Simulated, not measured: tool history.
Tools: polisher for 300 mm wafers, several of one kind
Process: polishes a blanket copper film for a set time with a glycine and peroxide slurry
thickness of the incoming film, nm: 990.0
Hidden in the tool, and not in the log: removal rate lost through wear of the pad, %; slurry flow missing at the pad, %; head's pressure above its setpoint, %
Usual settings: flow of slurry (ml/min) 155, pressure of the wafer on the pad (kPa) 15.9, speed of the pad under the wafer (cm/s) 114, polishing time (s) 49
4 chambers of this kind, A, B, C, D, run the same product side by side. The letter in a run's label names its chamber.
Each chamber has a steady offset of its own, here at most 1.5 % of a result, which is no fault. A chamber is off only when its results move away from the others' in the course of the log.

| run | hour | flow of slurry (ml/min) | pressure of the wafer on the pad (kPa) | speed of the pad under the wafer (cm/s) | polishing time (s) | wafers polished on this pad | hours since the slurry nozzle was cleaned | hours since the head pressure was calibrated | film removed (Å) |
|---|---|---|---|---|---|---|---|---|---|
|  | 8.4 | chamber D: worn pad replaced by a new one |
| 1B | 9.6 | 155 | 15.9 | 114 | 49 | 418 | 118.2 | 268.1 | 2256.1 |
| 2A | 15 | 155 | 15.9 | 114 | 49 | 1455 | 210.6 | 18.5 | 2251.5 |
| 3D | 21.4 | 155 | 15.9 | 114 | 49 | 84 | 191.5 | 282.4 | 2222.7 |
| 4C | 29.5 | 155 | 15.9 | 114 | 49 | 553 | 250 | 383 | 2215.4 |
|  | 31.3 | chamber A: worn pad replaced by a new one |
| 5A | 36.7 | 155 | 15.9 | 114 | 49 | 35 | 232.3 | 40.2 | 2224.6 |
| 6C | 42.9 | 155 | 15.9 | 114 | 49 | 640 | 263.4 | 396.4 | 2232.6 |
|  | 45.9 | chamber B: worn pad replaced by a new one |
| 7D | 53.9 | 155 | 15.9 | 114 | 49 | 295 | 224 | 314.9 | 2229.7 |
|  | 59.2 | chamber C: worn pad replaced by a new one |
| 8B | 59.3 | 155 | 15.9 | 140 | 40 | 87 | 167.9 | 317.8 | 2181.4 |
| 9A | 68.9 | 155 | 15.9 | 140 | 40 | 244 | 264.5 | 72.4 | 2143.5 |
| 10D | 78.3 | 155 | 15.9 | 140 | 40 | 453 | 248.4 | 339.3 | 2164.7 |
| 11C | 84.9 | 155 | 15.9 | 140 | 40 | 167 | 305.4 | 438.4 | 2136.7 |
|  | 93.8 | chamber D: worn pad replaced by a new one |
| 12B | 96.1 | 155 | 15.9 | 114 | 49 | 325 | 204.7 | 354.6 | 2214.7 |
| 13C | 103.5 | 155 | 15.9 | 114 | 49 | 287 | 324 | 457 | 2199.6 |
| 14A | 112.6 | 155 | 15.9 | 114 | 49 | 527 | 308.2 | 116.1 | 2250.7 |
| 15B | 119.5 | 155 | 15.9 | 114 | 49 | 477 | 228.1 | 378 | 2240.6 |
|  | 126.1 | chamber B: worn pad replaced by a new one |
| 16D | 130.8 | 155 | 15.9 | 114 | 49 | 240 | 300.9 | 391.8 | 2195.7 |
| 17B | 138.5 | 155 | 15.9 | 114 | 49 | 80 | 247.1 | 397 | 2246 |
| 18D | 146.2 | 155 | 15.9 | 114 | 49 | 340 | 316.3 | 407.2 | 2233 |
| 19A | 152.8 | 155 | 15.9 | 114 | 49 | 788 | 348.4 | 156.3 | 2260.7 |
| 20C | 161.2 | 155 | 15.9 | 114 | 49 | 662 | 381.7 | 514.7 | 2208.5 |
| 21D | 169.1 | 155 | 15.9 | 114 | 49 | 488 | 339.2 | 430.1 | 2207.6 |
|  | 171.8 | chamber D: worn pad replaced by a new one |
| 22B | 179 | 155 | 15.9 | 114 | 49 | 343 | 287.6 | 437.5 | 2239.7 |
|  | 181.1 | chamber C: worn pad replaced by a new one |
| 23C | 186.6 | 155 | 15.9 | 114 | 49 | 36 | 407.1 | 540.1 | 2255.1 |
| 24A | 195.4 | 155 | 15.9 | 114 | 49 | 1065 | 391 | 198.9 | 2197 |
|  | 196.3 | chamber C: slurry nozzle cleaned |
| 25A | 200.6 | 155 | 11 | 114 | 39 | 1098 | 396.2 | 204.1 | 1329 |
|  | 202.4 | chamber B: worn pad replaced by a new one |
| 26C | 210.5 | 155 | 11 | 114 | 39 | 191 | 14.3 | 564 | 1341.5 |
| 27D | 217.4 | 155 | 11 | 114 | 39 | 296 | 387.5 | 478.4 | 1330.1 |
| 28B | 225.7 | 155 | 11 | 114 | 39 | 151 | 334.3 | 484.2 | 1351.9 |
| 29C | 236.7 | 155 | 15.9 | 114 | 49 | 361 | 40.5 | 590.2 | 2200 |
|  | 236.8 | chamber A: worn pad replaced by a new one |
| 30A | 244.1 | 155 | 15.9 | 114 | 49 | 47 | 439.7 | 247.6 | 2234.4 |
| 31D | 250.9 | 155 | 15.9 | 114 | 49 | 513 | 421 | 511.9 | 2220.4 |
| 32B | 261 | 155 | 15.9 | 114 | 49 | 380 | 369.6 | 519.5 | 2235.5 |
|  | 263.6 | chamber D: worn pad replaced by a new one |
|  | 266.5 | chamber C: head pressure recalibrated |
| 33C | 270.2 | 155 | 15.9 | 114 | 49 | 578 | 74 | 3.8 | 2230.8 |
|  | 277.4 | chamber B: slurry nozzle cleaned |
| 34D | 278.4 | 155 | 15.9 | 114 | 49 | 96 | 448.5 | 539.4 | 2209.7 |
|  | 279.7 | chamber C: worn pad replaced by a new one |
|  | 282.6 | chamber B: worn pad replaced by a new one |
| 35A | 288.7 | 155 | 15.9 | 114 | 49 | 337 | 484.3 | 292.2 | 2206.4 |
|  | 289.1 | chamber D: slurry nozzle cleaned |
| 36B | 296.5 | 155 | 15.9 | 114 | 49 | 90 | 19.1 | 555 | 2211.1 |
| 37C | 303.6 | 125 | 15.9 | 114 | 39 | 155 | 107.4 | 37.2 | 1688.9 |
| 38B | 314.1 | 125 | 15.9 | 114 | 39 | 204 | 36.7 | 572.6 | 1723.2 |
| 39A | 325.5 | 125 | 15.9 | 114 | 39 | 575 | 521.1 | 329 | 1704 |
| 40D | 332.4 | 125 | 15.9 | 114 | 39 | 446 | 43.3 | 593.4 | 1682.5 |
|  | 337 | chamber A: head pressure recalibrated |
| 41A | 341.7 | 155 | 15.9 | 114 | 49 | 681 | 537.3 | 4.8 | 2227.5 |
| 42D | 351.6 | 155 | 15.9 | 114 | 60 | 571 | 62.5 | 612.6 | 2671.7 |

What goes on in this fleet: one chamber off, a drifting gauge, or nothing beyond the chambers' own small offsets? Name the chamber and the cause, if any.

No chamber stands off beyond its own small offset, and the gauge holds steady.
